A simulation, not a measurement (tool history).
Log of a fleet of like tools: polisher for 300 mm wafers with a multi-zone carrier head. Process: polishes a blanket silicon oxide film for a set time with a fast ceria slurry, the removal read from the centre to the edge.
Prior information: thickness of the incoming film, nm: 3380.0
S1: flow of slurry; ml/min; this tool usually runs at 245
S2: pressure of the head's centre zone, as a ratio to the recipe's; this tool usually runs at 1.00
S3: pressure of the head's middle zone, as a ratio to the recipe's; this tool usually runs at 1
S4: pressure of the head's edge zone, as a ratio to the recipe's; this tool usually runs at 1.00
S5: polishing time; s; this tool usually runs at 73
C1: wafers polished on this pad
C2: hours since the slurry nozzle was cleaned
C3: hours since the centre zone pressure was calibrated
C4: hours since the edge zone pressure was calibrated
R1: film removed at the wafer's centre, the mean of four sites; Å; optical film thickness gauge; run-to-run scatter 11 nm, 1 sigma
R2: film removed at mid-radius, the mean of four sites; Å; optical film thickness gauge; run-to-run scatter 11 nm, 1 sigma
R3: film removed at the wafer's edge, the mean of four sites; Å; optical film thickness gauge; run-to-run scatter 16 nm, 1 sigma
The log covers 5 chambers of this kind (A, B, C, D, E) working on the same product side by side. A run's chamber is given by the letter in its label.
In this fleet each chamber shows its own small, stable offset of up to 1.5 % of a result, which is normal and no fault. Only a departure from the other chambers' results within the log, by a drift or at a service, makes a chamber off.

run     day   S1    S2  S3    S4  S5    C1     C2     C3     C4       R1       R2       R3
 1D   0.292  245  1.00   1  1.00  73    95  408.6  639.8  397.4  11563.0  11402.0  11784.0
      0.712  -- chamber A: worn pad replaced by a new one
 2E   0.762  245  1.00   1  1.00  73   595  456.4  372.9  199.2  11859.0  11615.0  11616.0
 3C   1.262  245  1.00   1  1.00  73   305  158.1  775.8  363.5  11568.0  11402.0  11573.0
 4A   1.679  245  1.00   1  1.00  73   139   95.7  260.7  648.4  11774.0  11669.0  11716.0
      1.733  -- chamber B: worn pad replaced by a new one
 5B   2.238  245  1.00   1  1.00  73    72  599.3  372.4  686.3  11557.0  11579.0  11487.0
      2.421  -- chamber E: worn pad replaced by a new one
 6E   2.538  245  1.00   1  1.00  73    17  499.0  415.5  241.8  11735.0  11587.0  11385.0
 7A   3.104  245  1.00   1  1.00  73   343  129.9  294.9  682.6  11858.0  11474.0  11908.0
 8B   3.571  245  1.00   1  1.00  73   263  631.3  404.4  718.3  11628.0  11321.0  11403.0
      3.967  -- chamber B: slurry nozzle cleaned
 9C   4.112  245  1.00   1  1.00  73   713  226.5  844.2  431.9  11728.0  11475.0  11511.0
10D   4.638  245  1.00   1  1.00  73   719  512.9  744.1  501.7  11487.0  11787.0  11384.0
      4.933  -- chamber C: centre zone pressure recalibrated
11E   5.092  245  0.95   1  1.00  60   383  560.3  476.8  303.1   9018.1   9440.4   9372.4
12D   5.521  245  0.95   1  1.00  60   845  534.1  765.3  522.9   8883.3   9420.2   9391.0
13A   5.883  245  0.95   1  1.00  60   742  196.6  361.6  749.3   8773.6   9572.7   9383.9
14B   6.379  245  0.95   1  1.00  60   666   57.9  471.8  785.7   8982.3   9479.6   9429.9
15C   6.800  245  0.95   1  1.00  60  1099  291.0   44.8  496.4   8146.6   9553.1   9583.2
16A   7.208  245  0.88   1  0.93  73   932  228.4  393.4  781.1   9958.9  11651.0  10990.0
      7.212  -- chamber A: worn pad replaced by a new one
      7.450  -- chamber C: worn pad replaced by a new one
17D   7.475  245  0.88   1  0.93  73  1126  581.0  812.2  569.8  10082.0  11600.0  11082.0
18C   7.896  245  0.88   1  0.93  73    64  317.3   71.1  522.7   9229.3  11530.0  10975.0
      7.983  -- chamber E: worn pad replaced by a new one
      8.000  -- chamber D: worn pad replaced by a new one
19B   8.229  245  0.88   1  0.93  73   931  102.3  516.2  830.1   9881.7  11427.0  10941.0
20E   8.488  245  0.88   1  0.93  73    72  641.8  558.3  384.6  10051.0  11449.0  11307.0
      8.862  -- chamber D: edge zone pressure recalibrated
21E   8.875  245  1.00   1  1.00  73   128  651.1  567.6  393.9  11603.0  11594.0  11607.0
22B   9.458  245  1.00   1  1.00  73  1108  131.8  545.7  859.6  11751.0  11636.0  11320.0
23D   9.742  245  1.00   1  1.00  73   249  635.4  866.6   21.2  11584.0  11685.0  11655.0
24A  10.171  245  1.00   1  0.92  73   424  299.5  464.5  852.2  11549.0  11816.0  11142.0
25C  10.700  245  1.00   1  0.92  73   466  384.6  138.4  590.0  10653.0  11629.0  11033.0
26A  11.108  245  1.00   1  0.92  73   559  322.0  487.0  874.7  11586.0  11537.0  10936.0
27C  11.400  245  1.00   1  0.92  73   566  401.4  155.2  606.8  10534.0  11740.0  11154.0
     11.533  -- chamber B: worn pad replaced by a new one
28D  11.758  245  1.00   1  0.92  73   539  683.8  915.0   69.6  11405.0  11599.0  11018.0
     12.121  -- chamber B: centre zone pressure recalibrated
29E  12.158  245  1.00   1  1.00  73   599  729.9  646.4  472.7  11528.0  11652.0  11680.0
30B  12.679  245  1.00   1  1.00  73   164  209.1   13.4  936.9  11661.0  11622.0  11438.0
31A  13.017  245  1.00   1  1.00  73   833  367.8  532.8  920.5  11634.0  11553.0  11595.0

Next, every chamber runs the same settings. What will each give?
32A  13.446  295  1.00   1  1.00  73                   ?   ?   ?
32B  13.446  295  1.00   1  1.00  73                   ?   ?   ?
32C  13.446  295  1.00   1  1.00  73                   ?   ?   ?
32D  13.446  295  1.00   1  1.00  73                   ?   ?   ?
32E  13.446  295  1.00   1  1.00  73                   ?   ?   ?

run       R1       R2       R3
32A  11696.0  11847.0  11949.0
32B  11713.0  11735.0  11695.0
32C  10846.0  11807.0  11845.0
32D  11741.0  12045.0  11604.0
32E  11844.0  11971.0  11623.0

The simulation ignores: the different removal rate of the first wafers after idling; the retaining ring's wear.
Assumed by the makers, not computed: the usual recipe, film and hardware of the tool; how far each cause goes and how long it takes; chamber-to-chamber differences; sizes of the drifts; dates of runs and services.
